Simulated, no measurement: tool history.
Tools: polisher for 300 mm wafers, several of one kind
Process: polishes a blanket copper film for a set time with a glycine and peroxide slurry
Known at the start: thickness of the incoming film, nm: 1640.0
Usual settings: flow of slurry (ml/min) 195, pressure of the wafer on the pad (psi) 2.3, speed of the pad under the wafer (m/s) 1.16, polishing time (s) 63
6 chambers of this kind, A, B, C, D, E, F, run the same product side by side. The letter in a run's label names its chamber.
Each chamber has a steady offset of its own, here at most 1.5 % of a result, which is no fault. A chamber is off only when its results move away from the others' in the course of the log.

run   hour  flow of slurry (ml/min)  pressure of the wafer on the pad (psi)  speed of the pad under the wafer (m/s)  polishing time (s)  film removed (Å)
 1D    2.7                      195                                     2.3                                    1.16                  63            3857.2
 2A    7.1                      195                                     2.3                                    1.16                  63            3783.4
 3B    9.2                      195                                     2.3                                    1.16                  63            3924.9
       9.6  -- chamber F: head pressure recalibrated
 4F   12.1                      195                                     2.3                                    1.16                  63            3792.9
      13.6  -- chamber C: slurry nozzle cleaned
 5C   16.5                      150                                     2.3                                    1.16                  63            3692.5
      18.3  -- chamber F: worn pad replaced by a new one
 6E   21.0                      150                                     2.3                                    1.16                  63            3727.3
 7C   23.2                      150                                     2.3                                    1.16                  63            3647.1
      26.1  -- chamber A: worn pad replaced by a new one
 8E   27.4                      150                                     2.3                                    1.16                  63            3610.0
 9A   29.5                      150                                     2.3                                    1.16                  63            3721.2
10F   32.0                      150                                     2.3                                    1.16                  63            3698.3
11D   34.7                      195                                     2.3                                    1.16                  63            3798.1
12B   37.8                      195                                     2.3                                    1.16                  63            3823.9
13A   40.7                      195                                     2.3                                    1.16                  63            3867.0
14D   43.1                      195                                     2.3                                    1.16                  63            3883.3
      45.2  -- chamber B: worn pad replaced by a new one
15B   46.4                      195                                     2.3                                    1.16                  63            3965.1
16E   50.5                      195                                     2.3                                    1.00                  63            3449.6
17F   53.6                      195                                     2.3                                    1.00                  63            3342.3
      54.7  -- chamber C: worn pad replaced by a new one
18C   58.0                      195                                     2.3                                    1.00                  63            3464.3
      58.5  -- chamber C: head pressure recalibrated
19D   62.5                      195                                     2.3                                    1.00                  63            3448.8
20B   64.6                      195                                     2.3                                    1.00                  63            3435.7
21E   69.2                      195                                     2.3                                    1.00                  63            3425.7
      71.0  -- chamber E: worn pad replaced by a new one
22F   71.4                      195                                     2.3                                    1.16                  63            3863.5
23A   74.3                      195                                     2.3                                    1.16                  63            3883.3
24C   77.2                      195                                     2.3                                    1.16                  63            3633.3
25E   79.3                      195                                     2.3                                    1.16                  63            3820.4
26F   82.1                      195                                     2.3                                    1.16                  63            3785.1
27C   84.7                      195                                     2.3                                    1.16                  63            3624.1
28A   87.4                      195                                     2.3                                    1.16                  63            3897.1
      87.8  -- chamber D: worn pad replaced by a new one
29B   90.9                      195                                     2.3                                    1.16                  63            3963.6
30D   93.7                      195                                     2.3                                    1.16                  63            3920.0
      94.6  -- chamber F: worn pad replaced by a new one
31C   95.9                      195                                     2.3                                    1.16                  63            3623.1
32E   99.5                      195                                     2.9                                    0.98                  63            4025.8
     102.4  -- chamber F: slurry nozzle cleaned
33B  102.5                      195                                     2.9                                    0.98                  63            4208.4
34F  105.8                      195                                     2.9                                    0.98                  63            4051.3
35A  108.6                      195                                     2.9                                    0.98                  63            3996.4
36D  111.5                      195                                     2.9                                    0.98                  63            4090.2
37D  114.5                      195                                     2.9                                    0.98                  63            4030.2
38F  118.6                      195                                     2.3                                    1.16                  63            3849.3

Next, every chamber runs the same settings. What will each give?
39A  121.9                      195                                     2.3                                    0.86                  63                 ?
39B  121.9                      195                                     2.3                                    0.86                  63                 ?
39C  121.9                      195                                     2.3                                    0.86                  63                 ?
39D  121.9                      195                                     2.3                                    0.86                  63                 ?
39E  121.9                      195                                     2.3                                    0.86                  63                 ?
39F  121.9                      195                                     2.3                                    0.86                  63                 ?

run  film removed (Å)
39A            3062.9
39B            3036.5
39C            2836.1
39D            3053.2
39E            3024.3
39F            3025.4

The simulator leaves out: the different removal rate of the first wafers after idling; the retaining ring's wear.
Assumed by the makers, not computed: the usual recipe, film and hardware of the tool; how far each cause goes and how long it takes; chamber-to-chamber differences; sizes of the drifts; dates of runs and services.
